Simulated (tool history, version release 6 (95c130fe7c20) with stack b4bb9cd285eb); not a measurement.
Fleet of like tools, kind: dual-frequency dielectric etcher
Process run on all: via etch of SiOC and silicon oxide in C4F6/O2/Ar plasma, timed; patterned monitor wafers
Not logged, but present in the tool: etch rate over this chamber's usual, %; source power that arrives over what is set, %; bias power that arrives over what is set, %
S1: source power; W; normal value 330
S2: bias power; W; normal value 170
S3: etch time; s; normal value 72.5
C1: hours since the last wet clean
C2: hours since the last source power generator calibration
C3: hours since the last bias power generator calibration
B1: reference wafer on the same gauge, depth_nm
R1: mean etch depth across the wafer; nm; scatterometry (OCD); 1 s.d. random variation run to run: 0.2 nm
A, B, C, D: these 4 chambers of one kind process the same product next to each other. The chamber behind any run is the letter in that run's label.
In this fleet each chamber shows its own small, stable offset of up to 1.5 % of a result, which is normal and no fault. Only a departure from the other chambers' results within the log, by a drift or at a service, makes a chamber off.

Run 1A, day 0.183: usual settings; C1 58.8; C2 1964.4; C3 4759.8; B1 85.226. Result: R1 74.614 nm.
Run 2B, day 0.554: usual settings; C1 162.0; C2 2439.1; C3 627.6; B1 85.192. Result: R1 74.552 nm.
Run 3C, day 0.808: usual settings; C1 466.6; C2 1141.4; C3 2349.9; B1 85.266. Result: R1 73.716 nm.
Run 4D, day 1.108: usual settings; C1 509.4; C2 1465.6; C3 2084.8; B1 85.203. Result: R1 73.859 nm.
Run 5D, day 1.454: usual settings; C1 517.7; C2 1473.9; C3 2093.1; B1 85.242. Result: R1 73.621 nm.
Run 6C, day 1.771: usual settings; C1 489.7; C2 1164.5; C3 2373.0; B1 85.166. Result: R1 74.288 nm.
At day 1.900: chamber D: wet clean of the chamber.
At day 2.029: chamber C: wet clean of the chamber.
Run 7B, day 2.071: usual settings but S2 201 W; C1 198.4; C2 2475.5; C3 664.0; B1 85.185. Result: R1 78.693 nm.
Run 8A, day 2.267: usual settings but S2 201 W; C1 108.8; C2 2014.4; C3 4809.8; B1 85.175. Result: R1 78.944 nm.
Run 9C, day 2.567: usual settings but S2 201 W; C1 13.0; C2 1183.6; C3 2392.1; B1 85.210. Result: R1 78.267 nm.
Run 10A, day 2.904: usual settings but S2 201 W; C1 124.1; C2 2029.7; C3 4825.1; B1 85.184. Result: R1 78.795 nm.
Run 11D, day 3.138: usual settings; C1 29.7; C2 1514.3; C3 2133.5; B1 85.200. Result: R1 73.617 nm.
Run 12B, day 3.404: usual settings; C1 230.4; C2 2507.5; C3 696.0; B1 85.232. Result: R1 74.816 nm.
At day 3.733: chamber A: bias power generator calibrated.
Run 13A, day 3.733: usual settings but S2 129 W; C1 144.0; C2 2049.6; C3 0.1; B1 85.184. Result: R1 69.650 nm.
Run 14B, day 4.050: usual settings but S2 129 W; C1 245.9; C2 2523.0; C3 711.5; B1 85.211. Result: R1 69.017 nm.
Run 15D, day 4.325: usual settings but S2 129 W; C1 58.2; C2 1542.8; C3 2162.0; B1 85.201. Result: R1 67.864 nm.
Run 16C, day 4.583: usual settings but S2 129 W; C1 61.4; C2 1232.0; C3 2440.5; B1 85.226. Result: R1 68.265 nm.
Run 17C, day 4.767: usual settings; C1 65.8; C2 1236.4; C3 2444.9; B1 85.187. Result: R1 74.074 nm.
Run 18B, day 5.125: usual settings; C1 271.7; C2 2548.8; C3 737.3; B1 85.267. Result: R1 74.842 nm.
Run 19A, day 5.471: usual settings; C1 185.7; C2 2091.3; C3 41.8; B1 85.156. Result: R1 75.842 nm.
Run 20D, day 5.796: usual settings; C1 93.5; C2 1578.1; C3 2197.3; B1 85.223. Result: R1 73.959 nm.
Run 21B, day 6.129: usual settings; C1 295.8; C2 2572.9; C3 761.4; B1 85.215. Result: R1 74.425 nm.
Run 22D, day 6.496: usual settings; C1 110.3; C2 1594.9; C3 2214.1; B1 85.222. Result: R1 73.484 nm.
Run 23C, day 6.725: usual settings; C1 112.8; C2 1283.4; C3 2491.9; B1 85.233. Result: R1 74.294 nm.
Run 24A, day 7.079: usual settings; C1 224.3; C2 2129.9; C3 80.4; B1 85.233. Result: R1 75.697 nm.
Run 25C, day 7.333: usual settings; C1 127.4; C2 1298.0; C3 2506.5; B1 85.194. Result: R1 74.193 nm.
Run 26D, day 7.742: usual settings; C1 140.2; C2 1624.8; C3 2244.0; B1 85.136. Result: R1 73.939 nm.
Run 27B, day 7.996: usual settings; C1 340.6; C2 2617.7; C3 806.2; B1 85.215. Result: R1 74.872 nm.
Run 28A, day 8.333: usual settings; C1 254.4; C2 2160.0; C3 110.5; B1 85.235. Result: R1 75.538 nm.
Run 29A, day 8.750: usual settings; C1 264.4; C2 2170.0; C3 120.5; B1 85.254. Result: R1 75.975 nm.
Run 30D, day 9.067: usual settings; C1 172.0; C2 1656.6; C3 2275.8; B1 85.242. Result: R1 73.522 nm.
Run 31B, day 9.367: usual settings; C1 373.5; C2 2650.6; C3 839.1; B1 85.156. Result: R1 74.811 nm.
Run 32C, day 9.654: usual settings; C1 183.1; C2 1353.7; C3 2562.2; B1 85.248. Result: R1 74.327 nm.
Run 33C, day 9.992: usual settings; C1 191.2; C2 1361.8; C3 2570.3; B1 85.177. Result: R1 74.047 nm.
Run 34A, day 10.325: usual settings; C1 302.2; C2 2207.8; C3 158.3; B1 85.233. Result: R1 75.798 nm.
Run 35D, day 10.700: usual settings; C1 211.2; C2 1695.8; C3 2315.0; B1 85.266. Result: R1 73.932 nm.

What goes on in this fleet: one chamber off, a drifting gauge, or nothing beyond the chambers' own small offsets? Name the chamber and the cause, if any.

A service on chamber A put it out of line with the rest.
Cause: bias power that arrives over what is set, % = 5.

Which of the 4 candidates below, each the usual settings with something changed and its results left as question marks, puts chamber A back in line with what the other chambers give on the usual settings?
To be in line, a result may differ from the other chambers' mean on the usual settings by at most: R1 0.680 nm
Run 36A-1, day 11.004: usual settings but S3 73.0 s. Result: R1 ?.
Run 36A-2, day 11.004: usual settings but S2 167 W. Result: R1 ?.
Run 36A-3, day 11.004: usual settings but S3 71.0 s. Result: R1 ?.
Run 36A-4, day 11.004: usual settings but S3 74.0 s. Result: R1 ?.

On the usual settings, the other chambers give on average: R1 74.230 nm
  run      R1
36A-1  76.224
36A-2  75.261
36A-3  74.136
36A-4  77.268
36A-3 brings the chamber back in line.
